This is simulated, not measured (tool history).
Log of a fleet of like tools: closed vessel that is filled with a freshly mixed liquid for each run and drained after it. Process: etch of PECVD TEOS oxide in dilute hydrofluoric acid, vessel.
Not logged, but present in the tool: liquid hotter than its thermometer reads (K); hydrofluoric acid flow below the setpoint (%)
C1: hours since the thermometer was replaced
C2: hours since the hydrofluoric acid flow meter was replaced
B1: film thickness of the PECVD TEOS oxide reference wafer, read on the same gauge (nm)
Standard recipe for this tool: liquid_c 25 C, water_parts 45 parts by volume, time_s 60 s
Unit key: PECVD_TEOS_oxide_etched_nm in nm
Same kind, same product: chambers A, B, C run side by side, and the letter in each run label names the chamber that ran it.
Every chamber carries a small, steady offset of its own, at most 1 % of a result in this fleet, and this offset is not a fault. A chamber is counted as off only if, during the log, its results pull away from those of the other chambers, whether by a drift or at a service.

{"run": "1B", "hour": 11.0, "liquid_c": 25, "water_parts": 45, "time_s": 60, "C1": 1924.7, "C2": 1383.2, "B1": 69.998, "PECVD_TEOS_oxide_etched_nm": 31.677}
{"run": "2A", "hour": 20.9, "liquid_c": 25, "water_parts": 45, "time_s": 60, "C1": 1124.3, "C2": 666.6, "B1": 69.983, "PECVD_TEOS_oxide_etched_nm": 31.372}
{"hour": 32.8, "done": "chamber B: hydrofluoric acid flow meter replaced"}
{"run": "3C", "hour": 36.1, "liquid_c": 25, "water_parts": 45, "time_s": 60, "C1": 209.7, "C2": 1152, "B1": 70.019, "PECVD_TEOS_oxide_etched_nm": 31.341}
{"run": "4B", "hour": 46.4, "liquid_c": 25, "water_parts": 45, "time_s": 60, "C1": 1960.1, "C2": 13.7, "B1": 70.019, "PECVD_TEOS_oxide_etched_nm": 31.795}
{"run": "5C", "hour": 61.9, "liquid_c": 20, "water_parts": 55, "time_s": 60, "C1": 235.5, "C2": 1177.8, "B1": 69.992, "PECVD_TEOS_oxide_etched_nm": 20.398}
{"run": "6A", "hour": 76.7, "liquid_c": 20, "water_parts": 55, "time_s": 60, "C1": 1180.1, "C2": 722.4, "B1": 69.998, "PECVD_TEOS_oxide_etched_nm": 20.68}
{"run": "7B", "hour": 89.0, "liquid_c": 20, "water_parts": 55, "time_s": 60, "C1": 2002.7, "C2": 56.3, "B1": 69.971, "PECVD_TEOS_oxide_etched_nm": 20.946}
{"run": "8A", "hour": 95.8, "liquid_c": 25, "water_parts": 35, "time_s": 75, "C1": 1199.2, "C2": 741.5, "B1": 70, "PECVD_TEOS_oxide_etched_nm": 51.737}
{"run": "9C", "hour": 102.5, "liquid_c": 25, "water_parts": 35, "time_s": 75, "C1": 276.1, "C2": 1218.4, "B1": 70.026, "PECVD_TEOS_oxide_etched_nm": 50.968}
{"run": "10B", "hour": 109.5, "liquid_c": 25, "water_parts": 35, "time_s": 75, "C1": 2023.2, "C2": 76.8, "B1": 70.018, "PECVD_TEOS_oxide_etched_nm": 51.979}
{"run": "11C", "hour": 117.9, "liquid_c": 25, "water_parts": 45, "time_s": 60, "C1": 291.5, "C2": 1233.8, "B1": 69.994, "PECVD_TEOS_oxide_etched_nm": 30.845}
{"run": "12A", "hour": 129.0, "liquid_c": 25, "water_parts": 45, "time_s": 60, "C1": 1232.4, "C2": 774.7, "B1": 69.964, "PECVD_TEOS_oxide_etched_nm": 31.258}
{"run": "13A", "hour": 143.8, "liquid_c": 25, "water_parts": 45, "time_s": 45, "C1": 1247.2, "C2": 789.5, "B1": 70.011, "PECVD_TEOS_oxide_etched_nm": 23.685}
{"run": "14B", "hour": 156.3, "liquid_c": 25, "water_parts": 45, "time_s": 45, "C1": 2070, "C2": 123.6, "B1": 70.004, "PECVD_TEOS_oxide_etched_nm": 23.904}
{"run": "15C", "hour": 165.8, "liquid_c": 25, "water_parts": 45, "time_s": 45, "C1": 339.4, "C2": 1281.7, "B1": 69.927, "PECVD_TEOS_oxide_etched_nm": 22.796}
{"run": "16C", "hour": 175.8, "liquid_c": 23.5, "water_parts": 60, "time_s": 60, "C1": 349.4, "C2": 1291.7, "B1": 70.035, "PECVD_TEOS_oxide_etched_nm": 21.101}
{"run": "17B", "hour": 185.9, "liquid_c": 23.5, "water_parts": 60, "time_s": 60, "C1": 2099.6, "C2": 153.2, "B1": 69.98, "PECVD_TEOS_oxide_etched_nm": 21.769}
{"run": "18A", "hour": 195.1, "liquid_c": 23.5, "water_parts": 60, "time_s": 60, "C1": 1298.5, "C2": 840.8, "B1": 70.042, "PECVD_TEOS_oxide_etched_nm": 21.697}
{"run": "19C", "hour": 209.1, "liquid_c": 25, "water_parts": 45, "time_s": 60, "C1": 382.7, "C2": 1325, "B1": 70.025, "PECVD_TEOS_oxide_etched_nm": 30.446}
{"run": "20B", "hour": 215.8, "liquid_c": 25, "water_parts": 45, "time_s": 60, "C1": 2129.5, "C2": 183.1, "B1": 70.007, "PECVD_TEOS_oxide_etched_nm": 31.653}
{"run": "21A", "hour": 227.0, "liquid_c": 25, "water_parts": 45, "time_s": 60, "C1": 1330.4, "C2": 872.7, "B1": 70.004, "PECVD_TEOS_oxide_etched_nm": 31.572}
{"run": "22B", "hour": 241.7, "liquid_c": 25, "water_parts": 45, "time_s": 60, "C1": 2155.4, "C2": 209, "B1": 70.007, "PECVD_TEOS_oxide_etched_nm": 31.742}
{"run": "23A", "hour": 249.5, "liquid_c": 25, "water_parts": 45, "time_s": 60, "C1": 1352.9, "C2": 895.2, "B1": 70.019, "PECVD_TEOS_oxide_etched_nm": 31.545}
{"hour": 254.7, "done": "chamber A: hydrofluoric acid flow meter replaced"}
{"run": "24C", "hour": 264.0, "liquid_c": 25, "water_parts": 45, "time_s": 60, "C1": 437.6, "C2": 1379.9, "B1": 70.007, "PECVD_TEOS_oxide_etched_nm": 30.111}
{"run": "25C", "hour": 276.6, "liquid_c": 25, "water_parts": 45, "time_s": 60, "C1": 450.2, "C2": 1392.5, "B1": 70.005, "PECVD_TEOS_oxide_etched_nm": 30.064}
{"run": "26A", "hour": 284.1, "liquid_c": 25, "water_parts": 45, "time_s": 60, "C1": 1387.5, "C2": 29.4, "B1": 69.97, "PECVD_TEOS_oxide_etched_nm": 31.43}
{"run": "27B", "hour": 294.9, "liquid_c": 25, "water_parts": 45, "time_s": 60, "C1": 2208.6, "C2": 262.2, "B1": 69.993, "PECVD_TEOS_oxide_etched_nm": 31.887}
{"run": "28A", "hour": 309.7, "liquid_c": 25, "water_parts": 45, "time_s": 60, "C1": 1413.1, "C2": 55, "B1": 70.018, "PECVD_TEOS_oxide_etched_nm": 31.655}
{"hour": 310.9, "done": "chamber B: thermometer replaced"}
{"run": "29B", "hour": 323.7, "liquid_c": 25, "water_parts": 45, "time_s": 60, "C1": 12.8, "C2": 291, "B1": 69.971, "PECVD_TEOS_oxide_etched_nm": 31.835}
{"run": "30C", "hour": 335.2, "liquid_c": 25, "water_parts": 55, "time_s": 60, "C1": 508.8, "C2": 1451.1, "B1": 70.035, "PECVD_TEOS_oxide_etched_nm": 23.887}
{"run": "31C", "hour": 343.0, "liquid_c": 25, "water_parts": 55, "time_s": 60, "C1": 516.6, "C2": 1458.9, "B1": 69.988, "PECVD_TEOS_oxide_etched_nm": 24.014}
{"run": "32A", "hour": 352.0, "liquid_c": 25, "water_parts": 55, "time_s": 60, "C1": 1455.4, "C2": 97.3, "B1": 69.997, "PECVD_TEOS_oxide_etched_nm": 25.226}
{"run": "33B", "hour": 366.4, "liquid_c": 25, "water_parts": 45, "time_s": 60, "C1": 55.5, "C2": 333.7, "B1": 70.029, "PECVD_TEOS_oxide_etched_nm": 31.869}
{"run": "34C", "hour": 379.8, "liquid_c": 25, "water_parts": 45, "time_s": 60, "C1": 553.4, "C2": 1495.7, "B1": 70.001, "PECVD_TEOS_oxide_etched_nm": 29.718}
{"run": "35A", "hour": 387.7, "liquid_c": 25, "water_parts": 45, "time_s": 60, "C1": 1491.1, "C2": 133, "B1": 70.003, "PECVD_TEOS_oxide_etched_nm": 31.559}
{"run": "36B", "hour": 399.1, "liquid_c": 25, "water_parts": 45, "time_s": 60, "C1": 88.2, "C2": 366.4, "B1": 70.008, "PECVD_TEOS_oxide_etched_nm": 31.823}

Next, all 3 chambers run the settings below, one line each with question marks for the results. What does each chamber give?
{"run": "37A", "hour": 410.3, "liquid_c": 25, "water_parts": 45, "time_s": 60, "PECVD_TEOS_oxide_etched_nm": "?"}
{"run": "37B", "hour": 410.3, "liquid_c": 25, "water_parts": 45, "time_s": 60, "PECVD_TEOS_oxide_etched_nm": "?"}
{"run": "37C", "hour": 410.3, "liquid_c": 25, "water_parts": 45, "time_s": 60, "PECVD_TEOS_oxide_etched_nm": "?"}

run=37A PECVD_TEOS_oxide_etched_nm=31.284
run=37B PECVD_TEOS_oxide_etched_nm=31.613
run=37C PECVD_TEOS_oxide_etched_nm=29.601
